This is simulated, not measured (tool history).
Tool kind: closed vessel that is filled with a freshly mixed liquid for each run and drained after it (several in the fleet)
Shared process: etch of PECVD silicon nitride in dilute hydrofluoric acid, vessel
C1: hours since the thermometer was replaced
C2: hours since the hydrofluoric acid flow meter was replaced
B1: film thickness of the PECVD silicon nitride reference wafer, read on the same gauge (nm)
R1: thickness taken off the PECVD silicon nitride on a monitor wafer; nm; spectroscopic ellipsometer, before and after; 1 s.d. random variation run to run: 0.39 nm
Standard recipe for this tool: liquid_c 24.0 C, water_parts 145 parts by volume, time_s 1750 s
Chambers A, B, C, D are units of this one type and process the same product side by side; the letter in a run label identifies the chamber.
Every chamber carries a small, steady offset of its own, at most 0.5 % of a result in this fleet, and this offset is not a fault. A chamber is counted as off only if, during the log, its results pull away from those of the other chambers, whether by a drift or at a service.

{"run": "1D", "hour": 3.4, "liquid_c": 24.0, "water_parts": 145, "time_s": 1750, "C1": 314.6, "C2": 748.2, "B1": 130.01, "R1": 55.807}
{"run": "2C", "hour": 8.6, "liquid_c": 24.0, "water_parts": 145, "time_s": 1750, "C1": 542.7, "C2": 1923.9, "B1": 129.99, "R1": 56.194}
{"run": "3B", "hour": 12.5, "liquid_c": 24.0, "water_parts": 145, "time_s": 1750, "C1": 657.9, "C2": 2616.9, "B1": 130.01, "R1": 56.047}
{"run": "4A", "hour": 16.9, "liquid_c": 24.0, "water_parts": 145, "time_s": 1750, "C1": 2614.2, "C2": 997.2, "B1": 130.01, "R1": 55.646}
{"run": "5B", "hour": 21.6, "liquid_c": 24.0, "water_parts": 145, "time_s": 1750, "C1": 667.0, "C2": 2626.0, "B1": 129.98, "R1": 55.905}
{"run": "6D", "hour": 27.8, "liquid_c": 24.0, "water_parts": 145, "time_s": 1750, "C1": 339.0, "C2": 772.6, "B1": 129.98, "R1": 56.241}
{"run": "7C", "hour": 34.4, "liquid_c": 24.0, "water_parts": 145, "time_s": 1750, "C1": 568.5, "C2": 1949.7, "B1": 130.02, "R1": 56.064}
{"run": "8A", "hour": 37.6, "liquid_c": 20.0, "water_parts": 145, "time_s": 735, "C1": 2634.9, "C2": 1017.9, "B1": 129.98, "R1": 18.152}
{"run": "9C", "hour": 43.7, "liquid_c": 20.0, "water_parts": 145, "time_s": 735, "C1": 577.8, "C2": 1959.0, "B1": 130.0, "R1": 18.102}
{"run": "10A", "hour": 48.7, "liquid_c": 20.0, "water_parts": 145, "time_s": 735, "C1": 2646.0, "C2": 1029.0, "B1": 130.01, "R1": 18.201}
{"run": "11D", "hour": 53.8, "liquid_c": 20.0, "water_parts": 145, "time_s": 735, "C1": 365.0, "C2": 798.6, "B1": 129.98, "R1": 18.194}
{"run": "12B", "hour": 59.5, "liquid_c": 24.0, "water_parts": 85, "time_s": 1750, "C1": 704.9, "C2": 2663.9, "B1": 129.99, "R1": 95.575}
{"run": "13D", "hour": 66.4, "liquid_c": 24.0, "water_parts": 85, "time_s": 1750, "C1": 377.6, "C2": 811.2, "B1": 130.0, "R1": 93.721}
{"run": "14B", "hour": 70.4, "liquid_c": 24.0, "water_parts": 85, "time_s": 1750, "C1": 715.8, "C2": 2674.8, "B1": 129.99, "R1": 96.213}
{"run": "15A", "hour": 77.0, "liquid_c": 24.0, "water_parts": 85, "time_s": 1750, "C1": 2674.3, "C2": 1057.3, "B1": 130.01, "R1": 95.973}
{"hour": 77.7, "done": "chamber B: hydrofluoric acid flow meter replaced"}
{"run": "16C", "hour": 81.7, "liquid_c": 24.0, "water_parts": 145, "time_s": 2390, "C1": 615.8, "C2": 1997.0, "B1": 130.0, "R1": 76.124}
{"run": "17C", "hour": 87.3, "liquid_c": 24.0, "water_parts": 145, "time_s": 2390, "C1": 621.4, "C2": 2002.6, "B1": 129.99, "R1": 76.016}
{"run": "18B", "hour": 92.7, "liquid_c": 24.0, "water_parts": 145, "time_s": 2390, "C1": 738.1, "C2": 15.0, "B1": 130.0, "R1": 77.278}
{"run": "19A", "hour": 95.8, "liquid_c": 24.0, "water_parts": 145, "time_s": 2390, "C1": 2693.1, "C2": 1076.1, "B1": 130.01, "R1": 77.12}
{"run": "20D", "hour": 102.5, "liquid_c": 24.0, "water_parts": 145, "time_s": 1750, "C1": 413.7, "C2": 847.3, "B1": 129.98, "R1": 55.956}
{"run": "21A", "hour": 107.1, "liquid_c": 24.0, "water_parts": 145, "time_s": 1750, "C1": 2704.4, "C2": 1087.4, "B1": 130.0, "R1": 57.15}
{"run": "22C", "hour": 110.7, "liquid_c": 24.0, "water_parts": 145, "time_s": 1750, "C1": 644.8, "C2": 2026.0, "B1": 129.99, "R1": 55.647}
{"run": "23D", "hour": 116.7, "liquid_c": 24.0, "water_parts": 180, "time_s": 1750, "C1": 427.9, "C2": 861.5, "B1": 129.99, "R1": 45.158}
{"run": "24B", "hour": 120.2, "liquid_c": 24.0, "water_parts": 180, "time_s": 1750, "C1": 765.6, "C2": 42.5, "B1": 130.0, "R1": 45.844}
{"run": "25D", "hour": 125.6, "liquid_c": 24.0, "water_parts": 180, "time_s": 1750, "C1": 436.8, "C2": 870.4, "B1": 130.01, "R1": 45.953}
{"run": "26C", "hour": 132.0, "liquid_c": 24.0, "water_parts": 180, "time_s": 1750, "C1": 666.1, "C2": 2047.3, "B1": 129.99, "R1": 45.544}
{"run": "27B", "hour": 137.7, "liquid_c": 24.0, "water_parts": 145, "time_s": 1750, "C1": 783.1, "C2": 60.0, "B1": 129.99, "R1": 57.409}
{"run": "28A", "hour": 143.4, "liquid_c": 24.0, "water_parts": 145, "time_s": 1750, "C1": 2740.7, "C2": 1123.7, "B1": 130.01, "R1": 56.011}
{"run": "29C", "hour": 147.7, "liquid_c": 20.0, "water_parts": 145, "time_s": 2435, "C1": 681.8, "C2": 2063.0, "B1": 130.01, "R1": 60.054}
{"run": "30B", "hour": 150.8, "liquid_c": 20.0, "water_parts": 145, "time_s": 2435, "C1": 796.2, "C2": 73.1, "B1": 130.03, "R1": 61.226}
{"run": "31A", "hour": 154.2, "liquid_c": 20.0, "water_parts": 145, "time_s": 2435, "C1": 2751.5, "C2": 1134.5, "B1": 130.0, "R1": 60.514}
{"run": "32D", "hour": 157.3, "liquid_c": 20.0, "water_parts": 145, "time_s": 2435, "C1": 468.5, "C2": 902.1, "B1": 130.01, "R1": 59.409}
{"run": "33A", "hour": 160.7, "liquid_c": 24.0, "water_parts": 145, "time_s": 1750, "C1": 2758.0, "C2": 1141.0, "B1": 130.02, "R1": 55.878}
{"run": "34C", "hour": 164.0, "liquid_c": 24.0, "water_parts": 145, "time_s": 1750, "C1": 698.1, "C2": 2079.3, "B1": 130.0, "R1": 56.738}
{"run": "35B", "hour": 169.2, "liquid_c": 24.0, "water_parts": 145, "time_s": 1750, "C1": 814.6, "C2": 91.5, "B1": 130.01, "R1": 59.24}
{"run": "36D", "hour": 175.5, "liquid_c": 24.0, "water_parts": 145, "time_s": 1750, "C1": 486.7, "C2": 920.3, "B1": 129.98, "R1": 56.715}
{"run": "37C", "hour": 181.7, "liquid_c": 24.0, "water_parts": 145, "time_s": 1750, "C1": 715.8, "C2": 2097.0, "B1": 130.02, "R1": 56.0}
{"run": "38A", "hour": 188.8, "liquid_c": 24.0, "water_parts": 145, "time_s": 1750, "C1": 2786.1, "C2": 1169.1, "B1": 130.02, "R1": 56.158}
{"run": "39D", "hour": 194.3, "liquid_c": 24.0, "water_parts": 145, "time_s": 1750, "C1": 505.5, "C2": 939.1, "B1": 129.99, "R1": 56.103}
{"run": "40B", "hour": 199.5, "liquid_c": 22.5, "water_parts": 145, "time_s": 2205, "C1": 844.9, "C2": 121.8, "B1": 130.0, "R1": 67.831}
{"run": "41D", "hour": 203.5, "liquid_c": 22.5, "water_parts": 145, "time_s": 2205, "C1": 514.7, "C2": 948.3, "B1": 129.99, "R1": 63.851}
{"run": "42A", "hour": 207.0, "liquid_c": 22.5, "water_parts": 145, "time_s": 2205, "C1": 2804.3, "C2": 1187.3, "B1": 129.99, "R1": 63.856}

All chambers now run identical settings, listed one chamber a line with results as question marks. What results will each chamber show?
{"run": "43A", "hour": 212.1, "liquid_c": 24.0, "water_parts": 145, "time_s": 1750, "R1": "?"}
{"run": "43B", "hour": 212.1, "liquid_c": 24.0, "water_parts": 145, "time_s": 1750, "R1": "?"}
{"run": "43C", "hour": 212.1, "liquid_c": 24.0, "water_parts": 145, "time_s": 1750, "R1": "?"}
{"run": "43D", "hour": 212.1, "liquid_c": 24.0, "water_parts": 145, "time_s": 1750, "R1": "?"}

run=43A R1=55.768
run=43B R1=59.889
run=43C R1=57.205
run=43D R1=56.233

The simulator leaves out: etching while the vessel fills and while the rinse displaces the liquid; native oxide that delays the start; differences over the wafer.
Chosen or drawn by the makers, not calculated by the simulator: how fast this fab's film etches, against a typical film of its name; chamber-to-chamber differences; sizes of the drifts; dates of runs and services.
